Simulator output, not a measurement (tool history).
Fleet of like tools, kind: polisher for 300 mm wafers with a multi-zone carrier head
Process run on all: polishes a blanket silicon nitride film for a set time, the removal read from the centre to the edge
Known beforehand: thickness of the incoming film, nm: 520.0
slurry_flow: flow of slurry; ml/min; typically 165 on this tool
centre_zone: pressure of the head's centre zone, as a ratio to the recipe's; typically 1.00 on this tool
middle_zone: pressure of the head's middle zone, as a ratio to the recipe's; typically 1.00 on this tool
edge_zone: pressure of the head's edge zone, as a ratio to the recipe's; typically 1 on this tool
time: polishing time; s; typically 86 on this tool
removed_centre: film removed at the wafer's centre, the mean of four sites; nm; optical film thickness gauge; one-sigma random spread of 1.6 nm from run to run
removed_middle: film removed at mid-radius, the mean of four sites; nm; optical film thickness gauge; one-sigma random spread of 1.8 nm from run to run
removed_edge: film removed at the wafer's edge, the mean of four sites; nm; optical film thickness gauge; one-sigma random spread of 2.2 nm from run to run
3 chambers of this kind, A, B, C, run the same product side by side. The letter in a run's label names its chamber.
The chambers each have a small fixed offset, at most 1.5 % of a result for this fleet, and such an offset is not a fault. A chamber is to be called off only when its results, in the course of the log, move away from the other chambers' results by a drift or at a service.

Run 1A, day 0.438: usual settings. Result: removed_centre 158.44 nm, removed_middle 159.63 nm, removed_edge 164.06 nm.
At day 0.662: chamber B: worn pad replaced by a new one.
Run 2C, day 0.717: usual settings. Result: removed_centre 163.83 nm, removed_middle 160.61 nm, removed_edge 163.63 nm.
Run 3B, day 1.208: usual settings. Result: removed_centre 161.94 nm, removed_middle 162.69 nm, removed_edge 166.03 nm.
At day 1.454: chamber C: centre zone pressure recalibrated.
Run 4A, day 1.517: usual settings. Result: removed_centre 160.22 nm, removed_middle 161.07 nm, removed_edge 160.14 nm.
Run 5B, day 1.804: usual settings. Result: removed_centre 163.02 nm, removed_middle 162.21 nm, removed_edge 161.31 nm.
At day 2.142: chamber B: edge zone pressure recalibrated.
Run 6C, day 2.142: usual settings. Result: removed_centre 162.24 nm, removed_middle 160.44 nm, removed_edge 164.61 nm.
Run 7C, day 2.617: usual settings. Result: removed_centre 164.02 nm, removed_middle 161.81 nm, removed_edge 163.04 nm.
Run 8A, day 2.883: usual settings. Result: removed_centre 160.10 nm, removed_middle 159.18 nm, removed_edge 159.69 nm.
At day 3.029: chamber A: edge zone pressure recalibrated.
Run 9B, day 3.112: usual settings. Result: removed_centre 161.85 nm, removed_middle 162.23 nm, removed_edge 168.54 nm.
At day 3.212: chamber A: worn pad replaced by a new one.
Run 10A, day 3.483: usual settings but time 98 s. Result: removed_centre 182.07 nm, removed_middle 185.67 nm, removed_edge 187.63 nm.
Run 11C, day 3.996: usual settings but time 98 s. Result: removed_centre 187.32 nm, removed_middle 185.90 nm, removed_edge 185.66 nm.
At day 4.496: chamber B: worn pad replaced by a new one.
Run 12B, day 4.521: usual settings but time 98 s. Result: removed_centre 183.80 nm, removed_middle 186.95 nm, removed_edge 187.16 nm.
Run 13A, day 5.017: usual settings. Result: removed_centre 163.93 nm, removed_middle 160.91 nm, removed_edge 161.46 nm.
Run 14C, day 5.529: usual settings. Result: removed_centre 167.99 nm, removed_middle 162.00 nm, removed_edge 167.10 nm.
At day 5.671: chamber A: centre zone pressure recalibrated.
Run 15B, day 5.842: usual settings. Result: removed_centre 158.71 nm, removed_middle 162.34 nm, removed_edge 164.57 nm.
At day 5.958: chamber C: worn pad replaced by a new one.
Run 16A, day 6.188: usual settings but slurry_flow 120 ml/min, middle_zone 1.04. Result: removed_centre 134.49 nm, removed_middle 156.66 nm, removed_edge 153.20 nm.
Run 17B, day 6.442: usual settings but slurry_flow 120 ml/min, middle_zone 1.04. Result: removed_centre 151.05 nm, removed_middle 157.35 nm, removed_edge 158.32 nm.
At day 6.796: chamber C: slurry nozzle cleaned.
Run 18C, day 6.875: usual settings but slurry_flow 120 ml/min, middle_zone 1.04. Result: removed_centre 155.61 nm, removed_middle 158.79 nm, removed_edge 159.96 nm.
Run 19C, day 7.246: usual settings. Result: removed_centre 165.46 nm, removed_middle 162.94 nm, removed_edge 162.23 nm.
Run 20A, day 7.567: usual settings but centre_zone 1.10, time 60 s. Result: removed_centre 113.98 nm, removed_middle 113.48 nm, removed_edge 111.56 nm.
Run 21B, day 7.850: usual settings but centre_zone 1.10, time 60 s. Result: removed_centre 127.54 nm, removed_middle 111.20 nm, removed_edge 115.06 nm.
Run 22C, day 8.196: usual settings but centre_zone 1.10, time 60 s. Result: removed_centre 128.22 nm, removed_middle 112.18 nm, removed_edge 112.76 nm.
At day 8.325: chamber A: worn pad replaced by a new one.
Run 23A, day 8.492: usual settings. Result: removed_centre 147.34 nm, removed_middle 159.02 nm, removed_edge 161.47 nm.
At day 8.529: chamber B: worn pad replaced by a new one.
Run 24B, day 8.725: usual settings. Result: removed_centre 160.97 nm, removed_middle 160.89 nm, removed_edge 163.06 nm.
Run 25A, day 9.067: usual settings. Result: removed_centre 145.51 nm, removed_middle 163.16 nm, removed_edge 161.30 nm.
Run 26C, day 9.421: usual settings but slurry_flow 215 ml/min, middle_zone 0.91. Result: removed_centre 171.57 nm, removed_middle 155.10 nm, removed_edge 169.85 nm.
Run 27B, day 9.658: usual settings but slurry_flow 215 ml/min, middle_zone 0.91. Result: removed_centre 170.10 nm, removed_middle 154.20 nm, removed_edge 166.66 nm.

Has any chamber moved away from the others, gradually or after a service, or does the common gauge drift, or do the chambers differ only by their own small steady offsets? State the chamber and the most likely cause if one applies.

A service left chamber A off against the others.
Cause: centre zone's pressure below its setpoint, % = 8.91.

Chamber A could run next with any of the 4 candidate recipes listed below; each alters the usual settings, and their results appear as question marks. Which one brings its results back in line with what the other chambers deliver on the usual settings?
Maximum distance from the other chambers' mean on the usual settings for a result to count as in line: removed_centre 5.50 nm; removed_middle 6.20 nm; removed_edge 7.60 nm
Run 28A-1, day 10.038: usual settings but slurry_flow 160 ml/min, centre_zone 0.92, middle_zone 1.02, edge_zone 1.03, time 85 s. Result: removed_centre ?, removed_middle ?, removed_edge ?.
Run 28A-2, day 10.038: usual settings but slurry_flow 170 ml/min, centre_zone 1.04, middle_zone 0.99, edge_zone 0.99, time 87 s. Result: removed_centre ?, removed_middle ?, removed_edge ?.
Run 28A-3, day 10.038: usual settings but slurry_flow 175 ml/min, centre_zone 1.09, middle_zone 0.98, edge_zone 0.97, time 88 s. Result: removed_centre ?, removed_middle ?, removed_edge ?.
Run 28A-4, day 10.038: usual settings but slurry_flow 160 ml/min, centre_zone 0.96, middle_zone 1.01, edge_zone 1.01, time 85 s. Result: removed_centre ?, removed_middle ?, removed_edge ?.

Other chambers, usual settings, mean: removed_centre 163.32 nm; removed_middle 161.91 nm; removed_edge 163.79 nm
  run  removed_centre  removed_middle  removed_edge
28A-1          130.20          161.60        163.81
28A-2          154.41          162.46        165.51
28A-3          165.32          163.53        166.24
28A-4          136.49          160.09        162.13
The answer is 28A-3, which returns the chamber to within the allowed miss of the others.
